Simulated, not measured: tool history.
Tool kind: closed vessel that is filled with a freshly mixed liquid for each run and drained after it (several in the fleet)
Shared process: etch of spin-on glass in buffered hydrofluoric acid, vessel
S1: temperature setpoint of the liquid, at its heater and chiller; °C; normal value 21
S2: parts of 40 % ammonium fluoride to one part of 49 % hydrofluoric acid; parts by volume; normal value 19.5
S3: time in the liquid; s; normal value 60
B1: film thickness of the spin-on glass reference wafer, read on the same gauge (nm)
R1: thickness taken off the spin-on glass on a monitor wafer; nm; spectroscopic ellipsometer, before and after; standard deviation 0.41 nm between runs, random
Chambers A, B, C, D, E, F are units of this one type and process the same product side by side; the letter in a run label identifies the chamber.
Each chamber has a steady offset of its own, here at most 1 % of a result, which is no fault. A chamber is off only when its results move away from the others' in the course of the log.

| run | hour | S1 | S2 | S3 | B1 | R1 |
|---|---|---|---|---|---|---|
|  | 5.7 | chamber C: hydrofluoric acid flow meter replaced |
| 1A | 7.2 | 21 | 19.5 | 60 | 69.978 | 79.750 |
| 2F | 10.6 | 21 | 19.5 | 60 | 70.023 | 80.156 |
| 3E | 14.5 | 21 | 19.5 | 60 | 70.028 | 79.846 |
| 4D | 21.1 | 21 | 19.5 | 60 | 69.999 | 80.783 |
| 5C | 27.0 | 21 | 19.5 | 60 | 70.016 | 79.585 |
|  | 30.7 | chamber B: hydrofluoric acid flow meter replaced |
| 6B | 33.8 | 21 | 19.5 | 60 | 69.991 | 79.637 |
| 7F | 37.2 | 21 | 19.5 | 60 | 69.995 | 79.483 |
| 8D | 44.8 | 21 | 19.5 | 60 | 69.959 | 79.641 |
| 9B | 52.1 | 24 | 19.5 | 60 | 69.960 | 94.084 |
| 10E | 57.0 | 24 | 19.5 | 60 | 69.986 | 94.582 |
| 11A | 62.5 | 24 | 19.5 | 60 | 69.998 | 94.437 |
| 12C | 68.2 | 24 | 19.5 | 60 | 69.983 | 94.846 |
| 13C | 72.0 | 24 | 19.5 | 60 | 70.018 | 94.083 |
| 14F | 77.7 | 24 | 19.5 | 60 | 69.999 | 94.895 |
| 15A | 83.2 | 21 | 19.5 | 60 | 69.932 | 80.525 |
| 16D | 88.1 | 21 | 19.5 | 90 | 70.025 | 121.220 |
| 17B | 94.3 | 21 | 19.5 | 90 | 70.041 | 119.790 |
| 18E | 98.8 | 21 | 19.5 | 90 | 69.974 | 120.080 |
| 19E | 104.0 | 21 | 19.5 | 90 | 69.981 | 119.300 |
| 20A | 109.0 | 21 | 19.5 | 90 | 70.007 | 120.420 |
| 21D | 116.4 | 21 | 19.5 | 90 | 70.033 | 121.000 |
| 22F | 123.3 | 21 | 19.5 | 60 | 70.039 | 80.501 |
| 23B | 126.9 | 21 | 19.5 | 60 | 69.977 | 80.504 |
| 24C | 133.4 | 21 | 19.5 | 30 | 70.050 | 40.162 |
| 25D | 139.2 | 21 | 19.5 | 30 | 70.041 | 40.056 |
| 26B | 143.2 | 21 | 19.5 | 30 | 70.008 | 39.998 |
|  | 145.3 | chamber A: hydrofluoric acid flow meter replaced |
| 27A | 147.7 | 21 | 19.5 | 30 | 69.950 | 40.044 |
| 28E | 155.1 | 21 | 19.5 | 30 | 69.986 | 40.294 |
| 29F | 162.1 | 21 | 19.5 | 30 | 70.015 | 40.013 |
| 30C | 166.6 | 21 | 19.5 | 60 | 69.992 | 80.192 |
| 31A | 170.5 | 21 | 16.0 | 80 | 70.006 | 130.340 |
| 32C | 174.0 | 21 | 16.0 | 80 | 70.014 | 129.930 |
| 33B | 180.6 | 21 | 16.0 | 80 | 70.023 | 129.100 |
| 34D | 186.0 | 21 | 16.0 | 80 | 69.985 | 131.430 |
| 35E | 193.5 | 21 | 16.0 | 80 | 70.057 | 128.940 |
| 36F | 197.4 | 21 | 16.0 | 80 | 69.926 | 129.500 |
| 37C | 204.8 | 21 | 19.5 | 60 | 69.949 | 80.021 |
| 38D | 208.2 | 21 | 24.5 | 85 | 70.008 | 96.145 |
| 39E | 214.5 | 21 | 24.5 | 85 | 69.982 | 95.408 |

All 6 chambers run these settings next. Forecast each chamber's results:
| 40A | 220.0 | 21 | 19.5 | 75 |  | ? |
| 40B | 220.0 | 21 | 19.5 | 75 |  | ? |
| 40C | 220.0 | 21 | 19.5 | 75 |  | ? |
| 40D | 220.0 | 21 | 19.5 | 75 |  | ? |
| 40E | 220.0 | 21 | 19.5 | 75 |  | ? |
| 40F | 220.0 | 21 | 19.5 | 75 |  | ? |

| run | R1 |
|---|---|
| 40A | 99.893 |
| 40B | 99.237 |
| 40C | 100.210 |
| 40D | 102.160 |
| 40E | 99.982 |
| 40F | 100.580 |
